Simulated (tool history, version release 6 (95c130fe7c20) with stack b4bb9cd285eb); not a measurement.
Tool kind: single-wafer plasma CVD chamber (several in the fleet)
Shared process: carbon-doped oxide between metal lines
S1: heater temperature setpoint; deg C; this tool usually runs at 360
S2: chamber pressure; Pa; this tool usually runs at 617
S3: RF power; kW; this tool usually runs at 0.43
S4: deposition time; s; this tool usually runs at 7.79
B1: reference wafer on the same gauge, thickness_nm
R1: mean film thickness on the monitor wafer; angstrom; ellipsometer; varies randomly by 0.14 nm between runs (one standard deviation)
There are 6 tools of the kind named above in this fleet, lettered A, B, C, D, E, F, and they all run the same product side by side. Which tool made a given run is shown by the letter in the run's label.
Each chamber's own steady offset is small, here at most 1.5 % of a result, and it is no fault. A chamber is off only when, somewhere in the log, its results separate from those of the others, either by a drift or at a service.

run   hour   S1   S2     S3    S4      B1      R1
 1D      4  360  617   0.43  7.79  42.063  355.68
 2A    7.4  360  617   0.43  7.79  42.047  351.95
 3B   12.5  360  617   0.43  7.79  42.065   351.2
 4E   16.6  360  617   0.43  7.79  42.088  354.45
 5C   22.2  360  617   0.43  7.79  42.062  346.85
 6F   27.1  360  617   0.43  7.79  42.081  348.47
 7E   32.1  360  617   0.43  7.79  42.123  353.24
      33.4  -- chamber C: capacitance manometer re-zeroed and calibrated
 8D   37.3  360  617   0.43  7.79  42.093  356.34
 9C   41.7  360  617   0.43  7.79  42.133  351.69
10B   44.6  360  617   0.43  7.79  42.103  353.88
11A   49.5  360  617   0.43  7.79  42.153  352.02
12F     54  360  617   0.43  7.79  42.076   353.3
13D   58.8  360  617   0.43  7.79  42.109   355.6
14C   62.9  360  617   0.43  7.79  42.123  348.51
15B   65.7  360  617   0.43  7.79  42.142  352.22
16E   70.2  360  617   0.43  7.79  42.058  354.68
17A   75.3  360  617   0.43  7.79  42.112  352.98
18F   79.6  360  617   0.43  7.79   42.11  351.13
19E   82.3  360  617   0.43  7.79  42.171  356.49
20A   85.3  360  617   0.43  7.79  42.103  352.22
21D   89.8  352  617    0.4  7.79  42.138  340.79
22F   92.6  352  617    0.4  7.79  42.116  341.26
23B   95.3  352  617    0.4  7.79  42.103  340.34
24C   99.6  352  617    0.4  7.79  42.132  339.12
25E  103.3  352  617    0.4  7.79  42.095  346.05
26F  106.8  352  617    0.4  7.79  42.121  339.69
27D  110.4  360  617   0.43  7.79  42.102  349.84
28B    115  360  617   0.43  7.79   42.12  352.13
29A  118.1  360  617   0.43  7.79  42.097  352.62
30C  120.6  360  617   0.43  7.79  42.091  348.73
31E  126.2  360  617  0.375  7.79  42.086  322.38
32A  129.1  360  617  0.375  7.79   42.06  320.38
33D  134.5  360  617  0.375  7.79  42.082  309.55
34B  137.6  360  617  0.375  7.79  42.105  318.72
35F  140.6  360  617  0.375  7.79  42.141  315.75
36C  143.6  360  617  0.375  7.79  42.083  314.42
37C  146.9  347  617   0.43  7.79  42.076  363.51
38E  150.3  347  617   0.43  7.79  42.134  367.25
39D  154.1  347  617   0.43  7.79  42.056  350.57
40A  156.6  347  617   0.43  7.79  42.113  363.24
41B  159.8  347  617   0.43  7.79  42.105  364.08
42F  163.1  347  617   0.43  7.79  42.106  362.41
43F  167.9  360  617   0.43  7.79   42.11  350.55
44D  170.6  360  617   0.43  7.79  42.092  337.06

Which is it: a chamber that has drifted or been left off by a service, a gauge drift common to all chambers, or only each chamber's usual small offset? If a chamber is off, name it and its likeliest cause.

It is chamber D that slowly wanders off from its peers.
Most likely cause: delivered RF power below the setpoint (%) = 6.92.

Below are 4 candidate recipes for chamber D's next run, each the usual settings with a change, their results shown as question marks. Which of them brings D's results back in line with what the other chambers give on the usual settings?
A result is in line if it is within this distance of the other chambers' mean on the usual settings: R1 4.9 angstrom
45D-1  174.6  360  617   0.42  7.59       ?
45D-2  174.6  360  616  0.425  7.71       ?
45D-3  174.6  360  627   0.45  7.79       ?
45D-4  174.6  360  620   0.43  7.92       ?

Mean of the other chambers on the usual settings: R1 352.61 angstrom
  run      R1
45D-1  323.12
45D-2  331.04
45D-3  350.21
45D-4   343.3
45D-3 brings the chamber back in line.
